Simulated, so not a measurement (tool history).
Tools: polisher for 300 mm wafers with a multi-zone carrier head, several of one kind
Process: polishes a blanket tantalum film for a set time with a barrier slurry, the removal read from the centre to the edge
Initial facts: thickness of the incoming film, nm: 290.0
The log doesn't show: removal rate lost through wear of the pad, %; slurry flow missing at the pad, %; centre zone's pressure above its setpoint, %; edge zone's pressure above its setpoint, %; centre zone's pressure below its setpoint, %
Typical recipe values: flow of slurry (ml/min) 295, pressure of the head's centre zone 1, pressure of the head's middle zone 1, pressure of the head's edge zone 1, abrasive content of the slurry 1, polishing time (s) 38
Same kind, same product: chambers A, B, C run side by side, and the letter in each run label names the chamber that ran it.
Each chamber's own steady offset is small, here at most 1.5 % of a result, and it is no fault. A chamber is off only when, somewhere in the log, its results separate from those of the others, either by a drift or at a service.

| run | hour | flow of slurry (ml/min) | pressure of the head's centre zone | pressure of the head's middle zone | pressure of the head's edge zone | abrasive content of the slurry | polishing time (s) | wafers polished on this pad | hours since the slurry nozzle was cleaned | hours since the centre zone pressure was calibrated | hours since the edge zone pressure was calibrated | film removed at the wafer's centre (Å) | film removed at mid-radius (Å) | film removed at the wafer's edge (Å) |
|---|---|---|---|---|---|---|---|---|---|---|---|---|---|---|
|  | 6.6 | chamber C: worn pad replaced by a new one |
| 1C | 10.9 | 295 | 1 | 1 | 1 | 1 | 38 | 49 | 152.6 | 920.9 | 779.6 | 624.7 | 621.17 | 630.07 |
|  | 12.5 | chamber B: worn pad replaced by a new one |
|  | 14.3 | chamber A: edge zone pressure recalibrated |
| 2B | 22.6 | 295 | 1 | 1 | 1 | 1 | 38 | 115 | 776.4 | 97.6 | 428.7 | 624.8 | 624.01 | 633.2 |
|  | 29 | chamber B: slurry nozzle cleaned |
| 3A | 32.6 | 295 | 1 | 1 | 1 | 1 | 38 | 661 | 127.4 | 609.8 | 18.4 | 640.34 | 635.5 | 626.3 |
|  | 36.9 | chamber A: worn pad replaced by a new one |
| 4A | 48.7 | 295 | 1 | 1 | 1 | 1 | 38 | 134 | 143.5 | 625.9 | 34.5 | 634.02 | 635.18 | 625.14 |
| 5B | 60.9 | 295 | 1 | 1 | 1 | 1 | 38 | 550 | 32 | 135.9 | 467 | 621.86 | 625.17 | 611.74 |
| 6C | 76.8 | 295 | 1 | 1 | 1 | 1 | 38 | 798 | 218.5 | 986.8 | 845.5 | 617.21 | 626.78 | 626.8 |
|  | 83.2 | chamber B: worn pad replaced by a new one |
| 7A | 85 | 295 | 1 | 1 | 1 | 1 | 38 | 546 | 179.8 | 662.2 | 70.8 | 631.61 | 639.26 | 619.79 |
| 8C | 95.1 | 295 | 1 | 1 | 1 | 1 | 38 | 1006 | 236.8 | 1005.1 | 863.8 | 617.97 | 620.29 | 628.17 |
|  | 101.1 | chamber A: worn pad replaced by a new one |
| 9B | 108.4 | 295 | 1 | 1 | 1 | 1 | 38 | 287 | 79.5 | 183.4 | 514.5 | 624.12 | 608.62 | 616.53 |
|  | 123.3 | chamber C: worn pad replaced by a new one |
| 10B | 123.9 | 295 | 1 | 1 | 1 | 1 | 38 | 463 | 95 | 198.9 | 530 | 616.88 | 621.01 | 619.85 |
|  | 127.8 | chamber C: edge zone pressure recalibrated |
|  | 135.2 | chamber C: centre zone pressure recalibrated |
| 11A | 138 | 295 | 1 | 1 | 1 | 1 | 38 | 419 | 232.8 | 715.2 | 123.8 | 629.93 | 630.11 | 613.58 |
| 12C | 146.6 | 295 | 1 | 1 | 1 | 1 | 38 | 265 | 288.3 | 11.4 | 18.8 | 622.15 | 638.29 | 621.18 |
|  | 149.8 | chamber A: worn pad replaced by a new one |
|  | 150.1 | chamber B: worn pad replaced by a new one |
| 13B | 156.8 | 295 | 1 | 1 | 1 | 1 | 38 | 77 | 127.9 | 231.8 | 562.9 | 629.52 | 620.58 | 627.13 |
| 14A | 168.2 | 295 | 1 | 1 | 1 | 1 | 38 | 210 | 263 | 745.4 | 154 | 620.36 | 617.07 | 620.9 |
| 15C | 176.5 | 295 | 1 | 1 | 1 | 1 | 38 | 605 | 318.2 | 41.3 | 48.7 | 632.25 | 624.11 | 622.67 |
| 16A | 189.6 | 295 | 1 | 1 | 1 | 1 | 38 | 453 | 284.4 | 766.8 | 175.4 | 627.95 | 646.69 | 635.15 |
| 17B | 197.2 | 295 | 1 | 1 | 1 | 1 | 38 | 536 | 168.3 | 272.2 | 603.3 | 626.85 | 608.64 | 613.25 |
| 18C | 213.5 | 295 | 1 | 1 | 1 | 1 | 38 | 1025 | 355.2 | 78.3 | 85.7 | 626.42 | 623.38 | 638.89 |
|  | 214.2 | chamber A: worn pad replaced by a new one |
| 19B | 225.2 | 230 | 1 | 1 | 1 | 1.3 | 38 | 854 | 196.3 | 300.2 | 631.3 | 637.2 | 644 | 638.38 |
|  | 229.6 | chamber B: worn pad replaced by a new one |
|  | 234.5 | chamber C: worn pad replaced by a new one |
| 20A | 241 | 230 | 1 | 1 | 1 | 1.3 | 38 | 305 | 335.8 | 818.2 | 226.8 | 654.35 | 668.61 | 667.04 |
|  | 241.6 | chamber A: centre zone pressure recalibrated |
| 21C | 249.1 | 230 | 1 | 1 | 1 | 1.3 | 38 | 166 | 390.8 | 113.9 | 121.3 | 644.89 | 657.85 | 665.91 |
| 22C | 259.9 | 295 | 1 | 1 | 1 | 1 | 38 | 289 | 401.6 | 124.7 | 132.1 | 629.98 | 629.92 | 653.26 |
|  | 270 | chamber A: worn pad replaced by a new one |
| 23B | 272.4 | 295 | 1 | 1 | 1 | 1 | 26 | 486 | 243.5 | 347.4 | 678.5 | 431.41 | 435.55 | 426.76 |
| 24A | 285.5 | 295 | 1 | 1 | 1 | 1 | 26 | 177 | 380.3 | 44 | 271.3 | 429.3 | 436.69 | 416.19 |

For the next run the whole fleet of 3 chambers uses the same settings. Give each chamber's results:
| 25A | 297.2 | 295 | 0.93 | 1 | 1 | 1 | 38 |  |  |  |  | ? | ? | ? |
| 25B | 297.2 | 295 | 0.93 | 1 | 1 | 1 | 38 |  |  |  |  | ? | ? | ? |
| 25C | 297.2 | 295 | 0.93 | 1 | 1 | 1 | 38 |  |  |  |  | ? | ? | ? |

| run | film removed at the wafer's centre (Å) | film removed at mid-radius (Å) | film removed at the wafer's edge (Å) |
|---|---|---|---|
| 25A | 580.18 | 637.41 | 629.99 |
| 25B | 582.36 | 612.87 | 618.37 |
| 25C | 574.87 | 621 | 620.19 |
